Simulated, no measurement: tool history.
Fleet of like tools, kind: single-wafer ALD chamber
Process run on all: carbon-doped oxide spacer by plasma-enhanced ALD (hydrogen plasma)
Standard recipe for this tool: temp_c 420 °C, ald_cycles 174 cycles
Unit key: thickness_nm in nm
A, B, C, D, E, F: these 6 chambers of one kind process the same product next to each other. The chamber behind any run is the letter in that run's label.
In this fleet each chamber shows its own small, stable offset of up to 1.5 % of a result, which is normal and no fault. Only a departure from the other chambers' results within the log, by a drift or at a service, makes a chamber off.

run	hour	temp_c	ald_cycles	hours since the last thermocouple change	read-back reference wafer on the same gauge, thickness_nm	thickness_nm
1D	6.2	420	174	66.3	8.0180	8.1797
2E	14.8	420	174	2445.7	8.0144	8.1463
3C	20.2	420	174	436.2	8.0220	8.2267
4B	25.0	420	174	1109.2	8.0259	8.0768
5A	29.5	420	174	1452.1	8.0246	8.2504
6F	36.6	420	174	783.9	8.0292	8.1426
7D	40.9	420	174	101.0	8.0237	8.1472
8C	45.9	411	205	461.9	8.0204	10.0650
9B	53.8	411	205	1138.0	8.0194	9.9044
10A	58.3	411	205	1480.9	8.0192	10.0170
11F	66.1	411	205	813.4	8.0222	9.8778
12E	72.7	411	205	2503.6	8.0247	9.9209
13F	78.0	411	205	825.3	8.0233	9.9449
14A	84.1	420	174	1506.7	8.0151	8.2091
15E	91.8	420	174	2522.7	8.0187	8.1998
16D	96.9	420	174	157.0	8.0188	8.1408
17B	101.1	420	174	1185.3	8.0116	8.1222
18C	109.7	420	174	525.7	8.0177	8.2753
19C	118.8	420	174	534.8	8.0155	8.2190
20A	123.1	420	174	1545.7	8.0157	8.2325
21B	131.8	420	174	1216.0	8.0245	8.1066
22E	140.2	420	174	2571.1	8.0244	8.1253
23D	149.0	420	174	209.1	8.0236	8.1835
24F	153.7	420	174	901.0	8.0248	8.1700
25C	158.1	420	174	574.1	8.0232	8.3016
26A	164.2	420	174	1586.8	8.0289	8.1964
27F	172.5	420	174	919.8	8.0201	8.1332
28B	179.3	420	174	1263.5	8.0277	8.1406
# hour 180.7: chamber E: thermocouple changed; heater temperature recalibrated
29E	184.3	420	174	3.7	8.0143	8.1263
30D	192.1	420	174	252.2	8.0130	8.1191
31F	197.3	420	174	944.6	8.0198	8.1729
32A	203.6	420	174	1626.2	8.0202	8.2673
33D	212.9	420	174	273.0	8.0225	8.1684
34B	221.0	420	174	1305.2	8.0191	8.1620
35E	225.8	420	174	45.2	8.0203	8.2099
36C	234.5	420	174	650.5	8.0179	8.1960
37D	242.5	420	174	302.6	8.0216	8.1728
38C	248.7	420	174	664.7	8.0169	8.2628
39B	255.5	420	174	1339.7	8.0161	8.0902
40E	259.8	420	174	79.2	8.0150	8.1587
41F	268.7	416	193	1016.0	8.0258	9.2099

Decide between three cases: one chamber stands off from its peers, the gauge reading all wafers drifts, or nothing is wrong past each chamber's small offset. Where a chamber is off, say which and what most likely put it there.

Beyond each chamber's small constant offset nothing stands out, and the gauge stays steady.
